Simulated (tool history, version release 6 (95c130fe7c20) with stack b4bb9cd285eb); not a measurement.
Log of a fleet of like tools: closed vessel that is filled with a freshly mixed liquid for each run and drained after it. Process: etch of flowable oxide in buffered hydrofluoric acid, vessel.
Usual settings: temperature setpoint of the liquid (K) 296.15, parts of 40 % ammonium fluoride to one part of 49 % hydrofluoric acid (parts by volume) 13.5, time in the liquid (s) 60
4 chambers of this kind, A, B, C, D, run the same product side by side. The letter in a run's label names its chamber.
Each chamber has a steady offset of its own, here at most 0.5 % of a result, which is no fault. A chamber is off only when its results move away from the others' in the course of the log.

run     day  temperature setpoint of the liquid (K)  parts of 40 % ammonium fluoride to one part of 49 % hydrofluoric acid (parts by volume)  time in the liquid (s)  read-back film thickness of the flowable oxide reference wafer, read on the same gauge (nm)  thickness taken off the flowable oxide on a monitor wafer (Å)
 1B   0.321                                  296.15                                                                                     13.5                      60                                                                                       50.021                                                        1428.50
 2C   0.504                                  296.15                                                                                     13.5                      60                                                                                       50.003                                                        1449.20
 3D   0.658                                  296.15                                                                                     13.5                      60                                                                                       50.002                                                        1406.10
 4A   0.929                                  296.15                                                                                     13.5                      60                                                                                       50.002                                                        1428.50
 5C   1.112                                  296.15                                                                                     17.0                      30                                                                                       50.034                                                         565.19
 6A   1.433                                  296.15                                                                                     17.0                      30                                                                                       50.012                                                         579.31
 7D   1.708                                  296.15                                                                                     17.0                      30                                                                                       50.005                                                         575.49
 8B   2.021                                  296.15                                                                                     17.0                      30                                                                                       50.017                                                         564.65
 9D   2.296                                  296.15                                                                                     13.5                      60                                                                                       50.029                                                        1434.50
10B   2.512                                  296.15                                                                                     16.0                      45                                                                                       49.974                                                         893.18
11A   2.721                                  296.15                                                                                     16.0                      45                                                                                       49.996                                                         897.21
12C   2.871                                  296.15                                                                                     16.0                      45                                                                                       49.991                                                         910.85
13D   3.196                                  296.15                                                                                     16.0                      45                                                                                       50.013                                                         898.74
14C   3.375                                  296.15                                                                                     13.5                      60                                                                                       50.009                                                        1432.10
15A   3.542                                  296.15                                                                                     13.5                      60                                                                                       49.984                                                        1412.80
16B   3.717                                  296.15                                                                                     13.5                      60                                                                                       50.020                                                        1435.20
17C   3.867                                  296.15                                                                                     13.5                      60                                                                                       50.008                                                        1405.30
18D   4.154                                  296.15                                                                                     13.5                      60                                                                                       49.998                                                        1443.30
19A   4.304                                  296.15                                                                                     13.5                      60                                                                                       49.999                                                        1443.30
20B   4.500                                  296.15                                                                                     13.5                      60                                                                                       49.978                                                        1434.50
21C   4.708                                  296.15                                                                                     13.5                      60                                                                                       50.013                                                        1435.30
22A   5.012                                  296.15                                                                                     13.5                      60                                                                                       50.039                                                        1416.70
23B   5.246                                  296.15                                                                                     13.5                      60                                                                                       49.988                                                        1442.20
24D   5.421                                  296.15                                                                                     13.5                      60                                                                                       50.005                                                        1435.00
25A   5.688                                  296.15                                                                                     13.5                      60                                                                                       49.973                                                        1411.70
26B   5.842                                  296.15                                                                                     13.5                      60                                                                                       49.997                                                        1416.10
27D   6.154                                  296.15                                                                                     13.5                      60                                                                                       49.968                                                        1430.50
28C   6.467                                  296.15                                                                                     13.5                      60                                                                                       49.982                                                        1422.40
29A   6.708                                  296.15                                                                                     13.5                      60                                                                                       50.019                                                        1424.00
30B   6.979                                  296.15                                                                                     13.5                      60                                                                                       50.006                                                        1416.30
31D   7.296                                  296.15                                                                                     13.5                      60                                                                                       49.976                                                        1416.40
32C   7.446                                  296.15                                                                                     13.5                      60                                                                                       50.038                                                        1418.10
33D   7.721                                  296.15                                                                                     13.5                      60                                                                                       49.986                                                        1432.30
34A   7.992                                  296.15                                                                                     13.5                      60                                                                                       50.002                                                        1415.20
35B   8.192                                  296.15                                                                                     13.5                      60                                                                                       50.033                                                        1413.30
36C   8.433                                  296.15                                                                                     13.5                      60                                                                                       49.996                                                        1400.50
37C   8.700                                  292.15                                                                                     13.5                      35                                                                                       49.977                                                         660.34
38D   8.900                                  292.15                                                                                     13.5                      35                                                                                       49.973                                                         670.29
39B   9.171                                  292.15                                                                                     13.5                      35                                                                                       49.985                                                         671.25
40A   9.417                                  292.15                                                                                     13.5                      35                                                                                       49.994                                                         668.76
41C   9.750                                  296.15                                                                                     13.5                      60                                                                                       50.001                                                        1433.80
42B   9.996                                  296.15                                                                                     13.5                      60                                                                                       49.972                                                        1441.80
43A  10.258                                  296.15                                                                                     13.5                      60                                                                                       50.009                                                        1427.60
44D  10.525                                  296.15                                                                                     13.5                      60                                                                                       50.041                                                        1438.40

Next, every chamber runs the same settings. What will each give?
45A  10.767                                  296.15                                                                                     13.5                      60                                                                                                                                                           ?
45B  10.767                                  296.15                                                                                     13.5                      60                                                                                                                                                           ?
45C  10.767                                  296.15                                                                                     13.5                      60                                                                                                                                                           ?
45D  10.767                                  296.15                                                                                     13.5                      60                                                                                                                                                           ?

run  thickness taken off the flowable oxide on a monitor wafer (Å)
45A                                                        1424.30
45B                                                        1421.30
45C                                                        1409.90
45D                                                        1413.00
